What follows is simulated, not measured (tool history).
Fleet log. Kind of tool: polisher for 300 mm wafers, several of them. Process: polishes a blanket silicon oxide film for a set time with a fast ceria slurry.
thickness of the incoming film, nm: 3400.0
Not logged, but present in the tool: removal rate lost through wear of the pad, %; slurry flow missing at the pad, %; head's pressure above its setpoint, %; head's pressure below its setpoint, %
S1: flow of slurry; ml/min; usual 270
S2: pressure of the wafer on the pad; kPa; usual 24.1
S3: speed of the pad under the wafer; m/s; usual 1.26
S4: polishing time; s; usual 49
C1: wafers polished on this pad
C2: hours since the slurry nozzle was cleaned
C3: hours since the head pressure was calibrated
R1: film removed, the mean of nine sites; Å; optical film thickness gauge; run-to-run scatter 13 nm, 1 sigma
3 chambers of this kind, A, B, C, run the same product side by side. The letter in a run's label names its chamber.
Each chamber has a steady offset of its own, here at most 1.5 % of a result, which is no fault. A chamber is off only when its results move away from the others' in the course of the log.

{"run": "1A", "day": 0.417, "S1": 270, "S2": 24.1, "S3": 1.26, "S4": 49, "C1": 120, "C2": 70.9, "C3": 780.9, "R1": 12331}
{"run": "2C", "day": 0.775, "S1": 270, "S2": 24.1, "S3": 1.26, "S4": 49, "C1": 245, "C2": 119.6, "C3": 146.3, "R1": 12541}
{"run": "3B", "day": 1.083, "S1": 270, "S2": 24.1, "S3": 1.26, "S4": 49, "C1": 605, "C2": 238.3, "C3": 1296.7, "R1": 12500}
{"run": "4C", "day": 1.475, "S1": 270, "S2": 24.1, "S3": 1.26, "S4": 49, "C1": 376, "C2": 136.4, "C3": 163.1, "R1": 12557}
{"run": "5A", "day": 1.929, "S1": 270, "S2": 24.1, "S3": 1.26, "S4": 49, "C1": 404, "C2": 107.2, "C3": 817.2, "R1": 12444}
{"run": "6B", "day": 2.146, "S1": 270, "S2": 24.1, "S3": 1.26, "S4": 49, "C1": 804, "C2": 263.8, "C3": 1322.2, "R1": 12160}
{"run": "7C", "day": 2.571, "S1": 270, "S2": 24.1, "S3": 1.26, "S4": 49, "C1": 582, "C2": 162.7, "C3": 189.4, "R1": 12819}
{"run": "8A", "day": 2.942, "S1": 270, "S2": 24.1, "S3": 1.26, "S4": 49, "C1": 593, "C2": 131.5, "C3": 841.5, "R1": 12417}
{"run": "9B", "day": 3.171, "S1": 270, "S2": 24.1, "S3": 1.26, "S4": 49, "C1": 996, "C2": 288.4, "C3": 1346.8, "R1": 12485}
{"run": "10A", "day": 3.496, "S1": 270, "S2": 24.1, "S3": 1.26, "S4": 49, "C1": 697, "C2": 144.8, "C3": 854.8, "R1": 12379}
{"run": "11B", "day": 3.875, "S1": 270, "S2": 24.1, "S3": 1.26, "S4": 39, "C1": 1128, "C2": 305.3, "C3": 1363.7, "R1": 9854.1}
{"run": "12C", "day": 4.225, "S1": 270, "S2": 24.1, "S3": 1.26, "S4": 39, "C1": 891, "C2": 202.4, "C3": 229.1, "R1": 9762.6}
{"run": "13A", "day": 4.504, "S1": 270, "S2": 24.1, "S3": 1.26, "S4": 39, "C1": 886, "C2": 169, "C3": 879, "R1": 9809.6}
{"day": 4.525, "done": "chamber B: worn pad replaced by a new one"}
{"run": "14B", "day": 4.746, "S1": 345, "S2": 24.1, "S3": 1.26, "S4": 49, "C1": 41, "C2": 326.2, "C3": 1384.6, "R1": 12774}
{"day": 4.829, "done": "chamber A: worn pad replaced by a new one"}
{"day": 5.05, "done": "chamber B: head pressure recalibrated"}
{"run": "15C", "day": 5.175, "S1": 345, "S2": 24.1, "S3": 1.26, "S4": 49, "C1": 1069, "C2": 225.2, "C3": 251.9, "R1": 12633}
{"run": "16A", "day": 5.579, "S1": 345, "S2": 24.1, "S3": 1.26, "S4": 49, "C1": 140, "C2": 194.8, "C3": 904.8, "R1": 12640}
{"run": "17C", "day": 5.908, "S1": 270, "S2": 24.1, "S3": 1.26, "S4": 49, "C1": 1207, "C2": 242.8, "C3": 269.5, "R1": 12180}
{"run": "18B", "day": 6.325, "S1": 270, "S2": 24.1, "S3": 1.26, "S4": 49, "C1": 337, "C2": 364.1, "C3": 30.7, "R1": 12522}
{"run": "19A", "day": 6.533, "S1": 270, "S2": 24.1, "S3": 1.26, "S4": 49, "C1": 319, "C2": 217.7, "C3": 927.7, "R1": 12392}
{"run": "20B", "day": 6.775, "S1": 270, "S2": 24.1, "S3": 1.26, "S4": 49, "C1": 421, "C2": 374.9, "C3": 41.5, "R1": 12478}
{"run": "21C", "day": 7.154, "S1": 270, "S2": 24.1, "S3": 1.26, "S4": 49, "C1": 1440, "C2": 272.7, "C3": 299.4, "R1": 11920}
{"run": "22A", "day": 7.617, "S1": 270, "S2": 24.1, "S3": 1.26, "S4": 49, "C1": 522, "C2": 243.7, "C3": 953.7, "R1": 12189}
{"run": "23C", "day": 7.892, "S1": 270, "S2": 24.1, "S3": 1.26, "S4": 49, "C1": 1578, "C2": 290.4, "C3": 317.1, "R1": 11761}
{"day": 8.0, "done": "chamber B: slurry nozzle cleaned"}
{"run": "24B", "day": 8.121, "S1": 270, "S2": 24.1, "S3": 1.26, "S4": 49, "C1": 674, "C2": 2.9, "C3": 73.8, "R1": 12508}
{"run": "25A", "day": 8.404, "S1": 270, "S2": 24.1, "S3": 1.26, "S4": 49, "C1": 670, "C2": 262.6, "C3": 972.6, "R1": 12356}
{"run": "26C", "day": 8.825, "S1": 270, "S2": 24.1, "S3": 1.26, "S4": 49, "C1": 1753, "C2": 312.8, "C3": 339.5, "R1": 11765}
{"run": "27B", "day": 9.071, "S1": 270, "S2": 24.1, "S3": 1.26, "S4": 49, "C1": 851, "C2": 25.7, "C3": 96.6, "R1": 12542}
{"run": "28A", "day": 9.4, "S1": 270, "S2": 24.1, "S3": 1.26, "S4": 49, "C1": 856, "C2": 286.5, "C3": 996.5, "R1": 12203}
{"run": "29C", "day": 9.729, "S1": 270, "S2": 24.1, "S3": 1.26, "S4": 49, "C1": 1923, "C2": 334.5, "C3": 361.2, "R1": 11548}
{"run": "30B", "day": 9.979, "S1": 270, "S2": 24.1, "S3": 1.26, "S4": 49, "C1": 1022, "C2": 47.5, "C3": 118.4, "R1": 12360}
{"run": "31A", "day": 10.262, "S1": 270, "S2": 24.1, "S3": 1.26, "S4": 49, "C1": 1018, "C2": 307.2, "C3": 1017.2, "R1": 12587}
{"run": "32C", "day": 10.658, "S1": 220, "S2": 19.3, "S3": 1.26, "S4": 49, "C1": 2097, "C2": 356.8, "C3": 383.5, "R1": 8999}
{"day": 10.908, "done": "chamber A: worn pad replaced by a new one"}
{"run": "33B", "day": 10.921, "S1": 220, "S2": 19.3, "S3": 1.26, "S4": 49, "C1": 1198, "C2": 70.1, "C3": 141, "R1": 9873.7}
{"run": "34C", "day": 11.321, "S1": 220, "S2": 19.3, "S3": 1.26, "S4": 49, "C1": 2221, "C2": 372.7, "C3": 399.4, "R1": 9020.2}
{"run": "35A", "day": 11.629, "S1": 270, "S2": 24.1, "S3": 1.26, "S4": 49, "C1": 135, "C2": 340, "C3": 1050, "R1": 12401}
{"run": "36B", "day": 12.062, "S1": 270, "S2": 24.1, "S3": 1.26, "S4": 49, "C1": 1412, "C2": 97.5, "C3": 168.4, "R1": 12461}

Predict what each chamber gives when all 3 of them run the settings below next.
{"run": "37A", "day": 12.396, "S1": 270, "S2": 24.1, "S3": 1.26, "S4": 40, "R1": "?"}
{"run": "37B", "day": 12.396, "S1": 270, "S2": 24.1, "S3": 1.26, "S4": 40, "R1": "?"}
{"run": "37C", "day": 12.396, "S1": 270, "S2": 24.1, "S3": 1.26, "S4": 40, "R1": "?"}

run=37A R1=10285
run=37B R1=10108
run=37C R1=9279.5
